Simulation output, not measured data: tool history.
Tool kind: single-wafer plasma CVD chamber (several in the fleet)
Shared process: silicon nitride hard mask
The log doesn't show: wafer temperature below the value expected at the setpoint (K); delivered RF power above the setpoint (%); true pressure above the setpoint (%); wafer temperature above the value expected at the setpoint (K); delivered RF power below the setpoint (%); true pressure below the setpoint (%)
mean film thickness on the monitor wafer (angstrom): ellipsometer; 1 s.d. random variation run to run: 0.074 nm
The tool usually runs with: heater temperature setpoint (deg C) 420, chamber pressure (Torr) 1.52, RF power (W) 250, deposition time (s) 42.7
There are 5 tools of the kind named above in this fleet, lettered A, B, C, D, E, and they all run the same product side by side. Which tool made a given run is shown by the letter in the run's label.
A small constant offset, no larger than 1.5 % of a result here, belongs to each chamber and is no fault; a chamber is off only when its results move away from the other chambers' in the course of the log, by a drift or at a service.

run,hour,heater temperature setpoint (deg C),chamber pressure (Torr),RF power (W),deposition time (s),hours since the last thermocouple change,hours since the last RF generator calibration,hours since the last manometer calibration,"read-back reference wafer on the same gauge, thickness_nm",mean film thickness on the monitor wafer (angstrom)
1E,7.5,420,1.52,250,42.7,470.9,1942.4,395.8,50.09,422.72
2B,20.9,420,1.52,250,42.7,1128.5,218.5,407.8,50.066,421.37
3C,30.8,420,1.52,250,42.7,225.8,1409.6,664.4,50.046,421.25
4A,40.9,420,1.52,250,42.7,733.7,333.1,105.3,50.069,428.25
5D,54.5,420,1.52,250,42.7,458.1,746.8,266.6,50.02,424.46
6A,64.9,420,1.52,250,42.7,757.7,357.1,129.3,50.025,427.77
7B,78,420,1.52,250,42.7,1185.6,275.6,464.9,50.022,420.88
8E,86.4,420,1.52,250,42.7,549.8,2021.3,474.7,50,421.21
# hour 89.1: chamber E: RF generator calibrated
9D,93.7,420,1.78,250,42.7,497.3,786,305.8,49.997,443.23
10C,103.2,420,1.78,250,42.7,298.2,1482,736.8,49.974,438.14
11B,115.5,420,1.78,250,42.7,1223.1,313.1,502.4,49.98,438.89
12D,127.1,420,1.78,250,42.7,530.7,819.4,339.2,49.975,444.07
13E,137.3,420,1.78,250,42.7,600.7,48.3,525.6,49.952,441.35
14C,149.1,420,1.52,290,42.7,344.1,1527.9,782.7,49.937,465.44
15A,155.3,420,1.52,290,42.7,848.1,447.5,219.7,49.926,473.71
16B,162.6,420,1.52,290,42.7,1270.2,360.2,549.5,49.905,465.76
17A,170.7,420,1.52,290,42.7,863.5,462.9,235.1,49.899,474.73
18C,179.7,420,1.52,290,42.7,374.7,1558.5,813.3,49.892,465.18
19D,190.9,420,1.52,250,42.7,594.5,883.2,403,49.888,424.06
20E,197.7,420,1.52,250,38.5,661.1,108.7,586,49.884,378.56
21A,205,420,1.52,250,38.5,897.8,497.2,269.4,49.862,385.18
22D,211.7,420,1.52,250,38.5,615.3,904,423.8,49.861,381.56
23E,221.6,420,1.52,250,38.5,685,132.6,609.9,49.841,379.81
24C,234.7,420,1.52,250,38.5,429.7,1613.5,868.3,49.829,377.84
# hour 243.5: chamber B: thermocouple changed; heater temperature recalibrated
25B,248,420,1.52,250,42.7,4.5,445.6,634.9,49.828,419.74
26D,254.4,420,1.52,250,42.7,658,946.7,466.5,49.783,422.19
27E,265.1,420,1.52,250,42.7,728.5,176.1,653.4,49.789,421.1
28A,276,420,1.52,230,42.7,968.8,568.2,340.4,49.775,401.96
29B,288.5,420,1.52,230,42.7,45,486.1,675.4,49.777,395.57
30C,301,420,1.52,230,42.7,496,1679.8,934.6,49.749,394.96
31C,309.5,420,1.52,230,42.7,504.5,1688.3,943.1,49.761,395.21

Next, all 5 chambers run the settings below, one line each with question marks for the results. What does each chamber give?
32A,319.3,420,1.86,250,42.7,,,,,?
32B,319.3,420,1.86,250,42.7,,,,,?
32C,319.3,420,1.86,250,42.7,,,,,?
32D,319.3,420,1.86,250,42.7,,,,,?
32E,319.3,420,1.86,250,42.7,,,,,?

run,mean film thickness on the monitor wafer (angstrom)
32A,451.52
32B,443.15
32C,443.41
32D,448.36
32E,444.59
